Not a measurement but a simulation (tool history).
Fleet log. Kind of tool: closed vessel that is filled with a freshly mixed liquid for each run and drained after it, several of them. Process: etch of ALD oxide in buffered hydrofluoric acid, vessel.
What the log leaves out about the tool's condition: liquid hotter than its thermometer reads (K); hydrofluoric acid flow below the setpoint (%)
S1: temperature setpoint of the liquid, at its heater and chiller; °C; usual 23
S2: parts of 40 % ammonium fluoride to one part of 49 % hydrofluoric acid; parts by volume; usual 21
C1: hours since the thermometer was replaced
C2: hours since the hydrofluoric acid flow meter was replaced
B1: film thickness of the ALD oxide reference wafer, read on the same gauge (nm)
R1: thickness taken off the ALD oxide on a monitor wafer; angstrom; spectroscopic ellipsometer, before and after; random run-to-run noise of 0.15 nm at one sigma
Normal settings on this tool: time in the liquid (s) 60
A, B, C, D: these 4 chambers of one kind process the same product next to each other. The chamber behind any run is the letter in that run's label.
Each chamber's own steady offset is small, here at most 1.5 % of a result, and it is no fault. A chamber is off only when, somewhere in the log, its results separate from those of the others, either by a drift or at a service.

run 1C hour=9.4 | S1=23 S2=21 time_in_the_liquid_(s)=60 | C1=165.4 C2=336.6 | B1=39.997 | R1=344.58
run 2D hour=18.2 | S1=23 S2=21 time_in_the_liquid_(s)=60 | C1=495.6 C2=538.2 | B1=40.004 | R1=343.50
run 3B hour=26.7 | S1=23 S2=21 time_in_the_liquid_(s)=60 | C1=130.7 C2=511.1 | B1=40.010 | R1=346.47
run 4A hour=36.1 | S1=23 S2=21 time_in_the_liquid_(s)=60 | C1=1160.1 C2=575.3 | B1=40.004 | R1=352.15
run 5A hour=46.3 | S1=23 S2=21 time_in_the_liquid_(s)=60 | C1=1170.3 C2=585.5 | B1=40.020 | R1=351.39
run 6D hour=55.6 | S1=23 S2=21 time_in_the_liquid_(s)=60 | C1=533.0 C2=575.6 | B1=40.013 | R1=343.43
run 7C hour=61.1 | S1=23 S2=21 time_in_the_liquid_(s)=60 | C1=217.1 C2=388.3 | B1=39.967 | R1=345.85
run 8B hour=67.8 | S1=23 S2=21 time_in_the_liquid_(s)=60 | C1=171.8 C2=552.2 | B1=39.985 | R1=349.14
run 9D hour=73.6 | S1=23 S2=21 time_in_the_liquid_(s)=60 | C1=551.0 C2=593.6 | B1=39.992 | R1=343.91
run 10A hour=80.7 | S1=23 S2=21 time_in_the_liquid_(s)=60 | C1=1204.7 C2=619.9 | B1=40.003 | R1=350.28
run 11B hour=86.5 | S1=23 S2=21 time_in_the_liquid_(s)=60 | C1=190.5 C2=570.9 | B1=39.994 | R1=349.38
run 12C hour=94.7 | S1=23 S2=21 time_in_the_liquid_(s)=60 | C1=250.7 C2=421.9 | B1=39.979 | R1=343.63
run 13A hour=102.1 | S1=23 S2=21 time_in_the_liquid_(s)=60 | C1=1226.1 C2=641.3 | B1=39.996 | R1=352.67
run 14D hour=110.7 | S1=23 S2=21 time_in_the_liquid_(s)=60 | C1=588.1 C2=630.7 | B1=39.997 | R1=343.82
run 15C hour=121.1 | S1=23 S2=21 time_in_the_liquid_(s)=60 | C1=277.1 C2=448.3 | B1=39.995 | R1=348.08
run 16B hour=133.3 | S1=23 S2=21 time_in_the_liquid_(s)=60 | C1=237.3 C2=617.7 | B1=40.007 | R1=347.07
run 17A hour=139.1 | S1=23 S2=21 time_in_the_liquid_(s)=60 | C1=1263.1 C2=678.3 | B1=40.009 | R1=346.23
run 18D hour=145.0 | S1=23 S2=21 time_in_the_liquid_(s)=60 | C1=622.4 C2=665.0 | B1=40.021 | R1=344.75
run 19C hour=152.1 | S1=23 S2=21 time_in_the_liquid_(s)=60 | C1=308.1 C2=479.3 | B1=40.010 | R1=343.99
-- hour=154.0 chamber D: hydrofluoric acid flow meter replaced
run 20B hour=159.5 | S1=23 S2=15 time_in_the_liquid_(s)=60 | C1=263.5 C2=643.9 | B1=40.009 | R1=479.52
run 21C hour=169.8 | S1=23 S2=15 time_in_the_liquid_(s)=60 | C1=325.8 C2=497.0 | B1=39.996 | R1=475.62
run 22A hour=178.5 | S1=23 S2=15 time_in_the_liquid_(s)=60 | C1=1302.5 C2=717.7 | B1=40.007 | R1=472.23
run 23B hour=187.5 | S1=23 S2=15 time_in_the_liquid_(s)=60 | C1=291.5 C2=671.9 | B1=40.008 | R1=478.87
run 24D hour=194.2 | S1=23 S2=21 time_in_the_liquid_(s)=60 | C1=671.6 C2=40.3 | B1=39.993 | R1=344.53
run 25D hour=201.7 | S1=25 S2=21 time_in_the_liquid_(s)=60 | C1=679.1 C2=47.8 | B1=39.993 | R1=385.68
run 26A hour=213.5 | S1=25 S2=21 time_in_the_liquid_(s)=60 | C1=1337.5 C2=752.7 | B1=39.991 | R1=381.68
run 27B hour=225.2 | S1=25 S2=21 time_in_the_liquid_(s)=60 | C1=329.2 C2=709.6 | B1=39.976 | R1=387.43
run 28C hour=234.0 | S1=25 S2=21 time_in_the_liquid_(s)=60 | C1=390.0 C2=561.2 | B1=39.956 | R1=383.48
run 29B hour=240.9 | S1=23 S2=21 time_in_the_liquid_(s)=60 | C1=344.9 C2=725.3 | B1=40.012 | R1=348.54
run 30A hour=249.9 | S1=23 S2=21 time_in_the_liquid_(s)=60 | C1=1373.9 C2=789.1 | B1=40.013 | R1=338.92
-- hour=250.8 chamber C: hydrofluoric acid flow meter replaced
run 31C hour=258.2 | S1=23 S2=21 time_in_the_liquid_(s)=60 | C1=414.2 C2=7.5 | B1=39.998 | R1=344.73
run 32D hour=267.0 | S1=23 S2=21 time_in_the_liquid_(s)=60 | C1=744.4 C2=113.1 | B1=39.989 | R1=343.35
run 33D hour=275.1 | S1=23 S2=21 time_in_the_liquid_(s)=60 | C1=752.5 C2=121.2 | B1=39.993 | R1=345.43
run 34A hour=285.9 | S1=23 S2=21 time_in_the_liquid_(s)=60 | C1=1409.9 C2=825.1 | B1=39.995 | R1=337.47
run 35B hour=297.8 | S1=23 S2=21 time_in_the_liquid_(s)=40 | C1=401.8 C2=782.2 | B1=39.992 | R1=231.17
run 36C hour=307.8 | S1=23 S2=21 time_in_the_liquid_(s)=40 | C1=463.8 C2=57.1 | B1=39.958 | R1=230.16
run 37A hour=317.4 | S1=23 S2=21 time_in_the_liquid_(s)=40 | C1=1441.4 C2=856.6 | B1=39.992 | R1=222.61
run 38D hour=326.4 | S1=23 S2=21 time_in_the_liquid_(s)=40 | C1=803.8 C2=172.5 | B1=39.989 | R1=231.03
run 39B hour=338.4 | S1=23 S2=21 time_in_the_liquid_(s)=60 | C1=442.4 C2=822.8 | B1=40.005 | R1=350.10
run 40C hour=349.2 | S1=23 S2=21 time_in_the_liquid_(s)=60 | C1=505.2 C2=98.5 | B1=39.988 | R1=346.50

Is one chamber off against the others, does the gauge drift, or is nothing wrong? If a chamber is off, say which, and what the likeliest cause is.

Little by little, chamber A moves away from the other chambers.
Likeliest cause: hydrofluoric acid flow below the setpoint (%) = 8.55.
With only this log, it may be confused with: liquid colder than its thermometer reads (K).

Chamber A could run next with any of the 4 candidate recipes listed below; each alters the usual settings, and their results appear as question marks. Which one brings its results back in line with what the other chambers deliver on the usual settings?
In line here means within this much of the mean the other chambers give on the usual settings: R1 5.40 angstrom
run 41A-1 hour=358.3 | S1=23.0 S2=19.5 time_in_the_liquid_(s)=60 | R1=?
run 41A-2 hour=358.3 | S1=22.5 S2=21.5 time_in_the_liquid_(s)=60 | R1=?
run 41A-3 hour=358.3 | S1=23.0 S2=21.5 time_in_the_liquid_(s)=60 | R1=?
run 41A-4 hour=358.3 | S1=23.0 S2=20.5 time_in_the_liquid_(s)=60 | R1=?

Usual-settings mean across the other chambers: R1 346.30 angstrom
run=41A-1 R1=349.00
run=41A-2 R1=317.60
run=41A-3 R1=326.50
run=41A-4 R1=337.29
The answer is 41A-1, which returns the chamber to within the allowed miss of the others.
